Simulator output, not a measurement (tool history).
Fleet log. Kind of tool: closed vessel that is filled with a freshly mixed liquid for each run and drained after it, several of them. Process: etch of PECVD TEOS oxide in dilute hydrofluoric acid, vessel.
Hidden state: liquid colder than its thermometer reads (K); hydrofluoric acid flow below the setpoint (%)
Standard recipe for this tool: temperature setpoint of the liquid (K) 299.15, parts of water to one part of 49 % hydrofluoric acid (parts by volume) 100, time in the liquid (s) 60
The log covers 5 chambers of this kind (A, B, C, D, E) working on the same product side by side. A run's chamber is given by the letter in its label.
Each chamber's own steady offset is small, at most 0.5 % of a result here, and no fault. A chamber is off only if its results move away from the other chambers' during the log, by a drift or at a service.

run   hour  temperature setpoint of the liquid (K)  parts of water to one part of 49 % hydrofluoric acid (parts by volume)  time in the liquid (s)  hours since the thermometer was replaced  hours since the hydrofluoric acid flow meter was replaced  read-back film thickness of the PECVD TEOS oxide reference wafer, read on the same gauge (nm)  thickness taken off the PECVD TEOS oxide on a monitor wafer (Å)
 1A   10.4                                  299.15                                                                     100                      60                                    1412.8                                                      833.8                                                                                         69.994                                                          113.180
 2C   18.9                                  299.15                                                                     100                      60                                     174.5                                                      440.9                                                                                         70.021                                                          111.630
 3E   28.6                                  299.15                                                                     100                      60                                     541.7                                                      246.0                                                                                         69.998                                                          112.180
 4B   40.4                                  299.15                                                                     100                      60                                     263.1                                                      160.4                                                                                         70.024                                                          111.310
 5D   51.2                                  299.15                                                                     100                      60                                     977.8                                                      690.1                                                                                         69.991                                                          111.070
 6A   56.7                                  299.15                                                                     100                      60                                    1459.1                                                      880.1                                                                                         69.986                                                          111.620
 7C   65.5                                  299.15                                                                     100                      60                                     221.1                                                      487.5                                                                                         69.988                                                          110.620
 8E   72.7                                  299.15                                                                     100                      60                                     585.8                                                      290.1                                                                                         70.000                                                          111.490
 9B   84.3                                  299.15                                                                     100                      60                                     307.0                                                      204.3                                                                                         69.990                                                          111.930
10D   94.7                                  299.15                                                                      55                      50                                    1021.3                                                      733.6                                                                                         70.039                                                          183.050
      99.6  -- chamber D: hydrofluoric acid flow meter replaced
11A  102.7                                  299.15                                                                      55                      50                                    1505.1                                                      926.1                                                                                         69.995                                                          176.380
12C  108.9                                  299.15                                                                      55                      50                                     264.5                                                      530.9                                                                                         70.000                                                          176.480
13E  116.3                                  299.15                                                                      55                      50                                     629.4                                                      333.7                                                                                         69.984                                                          180.810
14B  123.2                                  299.15                                                                      55                      50                                     345.9                                                      243.2                                                                                         70.015                                                          179.590
15D  132.3                                  299.15                                                                     130                      75                                    1058.9                                                       32.8                                                                                         69.974                                                          104.110
16C  137.7                                  299.15                                                                     130                      75                                     293.3                                                      559.7                                                                                         69.984                                                          104.090
17D  147.9                                  299.15                                                                     130                      75                                    1074.5                                                       48.4                                                                                         70.009                                                          103.870
18A  155.6                                  299.15                                                                     130                      75                                    1558.0                                                      979.0                                                                                         70.028                                                          103.070
19B  161.5                                  299.15                                                                     130                      75                                     384.2                                                      281.5                                                                                         69.989                                                          103.570
20E  169.3                                  299.15                                                                     100                      60                                     682.4                                                      386.7                                                                                         69.955                                                          110.510
21A  175.8                                  299.15                                                                     135                      70                                    1578.2                                                      999.2                                                                                         69.992                                                           92.454
22D  182.6                                  299.15                                                                     135                      70                                    1109.2                                                       83.1                                                                                         70.010                                                           91.895
23B  194.0                                  299.15                                                                     135                      70                                     416.7                                                      314.0                                                                                         69.978                                                           93.147
24C  203.2                                  299.15                                                                     135                      70                                     358.8                                                      625.2                                                                                         70.033                                                           92.107
25E  213.5                                  299.15                                                                     135                      70                                     726.6                                                      430.9                                                                                         70.005                                                           90.106
26D  218.7                                  299.15                                                                     100                      60                                    1145.3                                                      119.2                                                                                         70.005                                                          112.300
27B  230.1                                  299.15                                                                     100                      60                                     452.8                                                      350.1                                                                                         69.989                                                          110.910
28C  239.4                                  299.15                                                                     100                      60                                     395.0                                                      661.4                                                                                         69.999                                                          110.620
29E  250.2                                  299.15                                                                     100                      60                                     763.3                                                      467.6                                                                                         69.963                                                          108.120
30A  256.2                                  299.15                                                                     100                      60                                    1658.6                                                     1079.6                                                                                         70.022                                                          110.890
31C  265.6                                  295.65                                                                      60                      60                                     421.2                                                      687.6                                                                                         69.970                                                          167.800
32B  274.6                                  295.65                                                                      60                      60                                     497.3                                                      394.6                                                                                         69.983                                                          169.440
33D  286.0                                  295.65                                                                      60                      60                                    1212.6                                                      186.5                                                                                         70.006                                                          170.920
34A  294.6                                  295.65                                                                      60                      60                                    1697.0                                                     1118.0                                                                                         69.980                                                          168.120
35E  302.9                                  295.65                                                                      60                      60                                     816.0                                                      520.3                                                                                         70.023                                                          164.230
36E  308.5                                  303.15                                                                     100                      60                                     821.6                                                      525.9                                                                                         69.982                                                          123.160
37D  316.1                                  303.15                                                                     100                      60                                    1242.7                                                      216.6                                                                                         69.999                                                          130.310
38A  323.6                                  303.15                                                                     100                      60                                    1726.0                                                     1147.0                                                                                         70.007                                                          130.830
39B  334.6                                  303.15                                                                     100                      60                                     557.3                                                      454.6                                                                                         70.019                                                          130.400

All 5 chambers run these settings next. Forecast each chamber's results:
40A  343.3                                  299.15                                                                     100                      60                                                                                                                                                                                                                                                                    ?
40B  343.3                                  299.15                                                                     100                      60                                                                                                                                                                                                                                                                    ?
40C  343.3                                  299.15                                                                     100                      60                                                                                                                                                                                                                                                                    ?
40D  343.3                                  299.15                                                                     100                      60                                                                                                                                                                                                                                                                    ?
40E  343.3                                  299.15                                                                     100                      60                                                                                                                                                                                                                                                                    ?

run  thickness taken off the PECVD TEOS oxide on a monitor wafer (Å)
40A                                                          111.830
40B                                                          110.750
40C                                                          111.270
40D                                                          112.120
40E                                                          104.210

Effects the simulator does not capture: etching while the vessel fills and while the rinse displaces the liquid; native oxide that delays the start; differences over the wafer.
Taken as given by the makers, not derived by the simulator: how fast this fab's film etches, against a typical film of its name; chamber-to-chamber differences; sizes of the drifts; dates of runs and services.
